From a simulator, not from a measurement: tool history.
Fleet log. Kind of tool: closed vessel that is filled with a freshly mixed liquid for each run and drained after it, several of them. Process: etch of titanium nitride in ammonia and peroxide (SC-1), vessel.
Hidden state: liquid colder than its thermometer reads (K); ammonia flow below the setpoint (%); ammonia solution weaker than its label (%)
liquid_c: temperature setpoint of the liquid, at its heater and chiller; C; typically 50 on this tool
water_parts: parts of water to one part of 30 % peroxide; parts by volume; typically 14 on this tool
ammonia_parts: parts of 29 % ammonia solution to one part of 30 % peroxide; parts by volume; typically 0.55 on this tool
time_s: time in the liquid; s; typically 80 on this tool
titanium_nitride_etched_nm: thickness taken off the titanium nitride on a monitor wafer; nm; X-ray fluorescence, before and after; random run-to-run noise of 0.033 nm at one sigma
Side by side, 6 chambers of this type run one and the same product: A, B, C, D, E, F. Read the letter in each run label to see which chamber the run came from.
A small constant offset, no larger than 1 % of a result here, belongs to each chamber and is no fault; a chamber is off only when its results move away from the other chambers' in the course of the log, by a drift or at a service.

| run | hour | liquid_c | water_parts | ammonia_parts | time_s | hours since the thermometer was replaced | hours since the ammonia flow meter was replaced | hours since the drum of ammonia solution was connected | read-back film thickness of the titanium nitride reference wafer, read on the same gauge (nm) | titanium_nitride_etched_nm |
|---|---|---|---|---|---|---|---|---|---|---|
| 1C | 5.9 | 50 | 14 | 0.55 | 80 | 113.8 | 1386.5 | 244.5 | 40.006 | 4.3435 |
| 2E | 13.1 | 50 | 14 | 0.55 | 80 | 1236 | 92.3 | 561.2 | 40.005 | 4.3161 |
| 3A | 18.6 | 50 | 14 | 0.55 | 80 | 365.3 | 89.3 | 341.2 | 40.009 | 4.2654 |
| 4B | 29.3 | 50 | 14 | 0.55 | 80 | 634 | 965.7 | 176.1 | 39.987 | 4.317 |
| 5D | 40.5 | 50 | 14 | 0.55 | 80 | 358.7 | 680.2 | 347 | 40.005 | 4.262 |
| 6F | 47.3 | 50 | 14 | 0.55 | 80 | 642.4 | 178.8 | 236.6 | 40.011 | 4.3074 |
| 7C | 54.1 | 50 | 14 | 0.55 | 80 | 162 | 1434.7 | 292.7 | 39.988 | 4.3166 |
| 8D | 60.5 | 40.5 | 14 | 0.55 | 110 | 378.7 | 700.2 | 367 | 40.019 | 2.9806 |
| 9F | 69 | 40.5 | 14 | 0.55 | 110 | 664.1 | 200.5 | 258.3 | 39.99 | 2.9937 |
| 10B | 77.8 | 40.5 | 14 | 0.55 | 110 | 682.5 | 1014.2 | 224.6 | 39.968 | 2.9597 |
| 11E | 83.6 | 40.5 | 14 | 0.55 | 110 | 1306.5 | 162.8 | 631.7 | 39.987 | 2.9983 |
| 12A | 89.5 | 40.5 | 14 | 0.55 | 110 | 436.2 | 160.2 | 412.1 | 39.979 | 3.0374 |
|  | 94.8 | chamber D: ammonia flow meter replaced |
| 13E | 96.3 | 40.5 | 14 | 0.55 | 110 | 1319.2 | 175.5 | 644.4 | 39.973 | 2.9821 |
| 14B | 104.2 | 50 | 14 | 0.55 | 80 | 708.9 | 1040.6 | 251 | 40.012 | 4.2649 |
| 15F | 111.1 | 50 | 14 | 0.55 | 80 | 706.2 | 242.6 | 300.4 | 39.994 | 4.3516 |
| 16D | 116.8 | 50 | 12 | 0.55 | 120 | 435 | 22 | 423.3 | 39.997 | 7.0016 |
| 17C | 128.2 | 50 | 12 | 0.55 | 120 | 236.1 | 1508.8 | 366.8 | 39.994 | 7.0236 |
|  | 133.7 | chamber C: new drum of ammonia solution connected |
| 18A | 137.8 | 50 | 12 | 0.55 | 120 | 484.5 | 208.5 | 460.4 | 39.984 | 7.0353 |
| 19B | 144 | 50 | 12 | 0.55 | 120 | 748.7 | 1080.4 | 290.8 | 40.027 | 6.8591 |
|  | 148 | chamber B: new drum of ammonia solution connected |
| 20A | 154.6 | 50 | 12 | 0.55 | 120 | 501.3 | 225.3 | 477.2 | 39.998 | 7.0363 |
| 21F | 161.2 | 50 | 12 | 0.55 | 120 | 756.3 | 292.7 | 350.5 | 40.009 | 7.1071 |
| 22C | 170.1 | 50 | 14 | 0.55 | 80 | 278 | 1550.7 | 36.4 | 40.008 | 4.3253 |
| 23E | 181.1 | 50 | 14 | 0.55 | 80 | 1404 | 260.3 | 729.2 | 39.96 | 4.2766 |
| 24D | 190.5 | 50 | 14 | 0.55 | 80 | 508.7 | 95.7 | 497 | 39.978 | 4.3139 |
|  | 190.7 | chamber D: new drum of ammonia solution connected |
| 25A | 200.3 | 50 | 14 | 0.55 | 80 | 547 | 271 | 522.9 | 40.011 | 4.3672 |
| 26D | 208.1 | 50 | 14 | 0.55 | 80 | 526.3 | 113.3 | 17.4 | 40.001 | 4.3459 |
| 27F | 216.4 | 50 | 14 | 0.55 | 80 | 811.5 | 347.9 | 405.7 | 40.023 | 4.3119 |
|  | 216.9 | chamber A: thermometer replaced |
| 28C | 223.3 | 50 | 14 | 0.55 | 80 | 331.2 | 1603.9 | 89.6 | 40.01 | 4.3298 |
| 29E | 231.6 | 50 | 14 | 0.55 | 80 | 1454.5 | 310.8 | 779.7 | 39.982 | 4.2606 |
| 30B | 243.4 | 50 | 14 | 0.55 | 80 | 848.1 | 1179.8 | 95.5 | 39.98 | 4.0802 |
|  | 249 | chamber E: new drum of ammonia solution connected |
| 31D | 250.6 | 50 | 14 | 0.55 | 80 | 568.8 | 155.8 | 59.9 | 40.025 | 4.2525 |
|  | 256.2 | chamber C: ammonia flow meter replaced |
| 32C | 257.4 | 50 | 14 | 0.55 | 80 | 365.3 | 1.2 | 123.7 | 39.995 | 4.297 |
| 33F | 268.3 | 50 | 14 | 0.75 | 115 | 863.4 | 399.8 | 457.6 | 39.998 | 6.5776 |
| 34B | 274.3 | 50 | 14 | 0.75 | 115 | 879 | 1210.7 | 126.4 | 39.982 | 6.1303 |
| 35A | 281.9 | 50 | 14 | 0.75 | 115 | 65 | 352.6 | 604.5 | 39.998 | 6.5575 |
| 36E | 292.6 | 50 | 14 | 0.75 | 115 | 1515.5 | 371.8 | 43.7 | 39.998 | 6.4682 |
|  | 296.6 | chamber B: ammonia flow meter replaced |
| 37F | 298.2 | 50 | 14 | 0.75 | 115 | 893.3 | 429.7 | 487.5 | 40.003 | 6.5614 |
| 38D | 306.8 | 50 | 14 | 0.75 | 115 | 625 | 212 | 116.1 | 39.963 | 6.573 |
| 39B | 316.1 | 50 | 14 | 0.55 | 80 | 920.8 | 19.6 | 168.2 | 40.001 | 4.0213 |
| 40A | 322.6 | 50 | 14 | 0.55 | 80 | 105.7 | 393.3 | 645.2 | 40.005 | 4.3265 |
| 41E | 330.8 | 50 | 14 | 0.55 | 80 | 1553.7 | 410 | 81.9 | 39.993 | 4.2978 |

All chambers now run identical settings, listed one chamber a line with results as question marks. What results will each chamber show?
| 42A | 339.3 | 50 | 14 | 0.3 | 80 |  |  |  |  | ? |
| 42B | 339.3 | 50 | 14 | 0.3 | 80 |  |  |  |  | ? |
| 42C | 339.3 | 50 | 14 | 0.3 | 80 |  |  |  |  | ? |
| 42D | 339.3 | 50 | 14 | 0.3 | 80 |  |  |  |  | ? |
| 42E | 339.3 | 50 | 14 | 0.3 | 80 |  |  |  |  | ? |
| 42F | 339.3 | 50 | 14 | 0.3 | 80 |  |  |  |  | ? |

| run | titanium_nitride_etched_nm |
|---|---|
| 42A | 3.8557 |
| 42B | 3.5297 |
| 42C | 3.8719 |
| 42D | 3.8227 |
| 42E | 3.8543 |
| 42F | 3.8478 |

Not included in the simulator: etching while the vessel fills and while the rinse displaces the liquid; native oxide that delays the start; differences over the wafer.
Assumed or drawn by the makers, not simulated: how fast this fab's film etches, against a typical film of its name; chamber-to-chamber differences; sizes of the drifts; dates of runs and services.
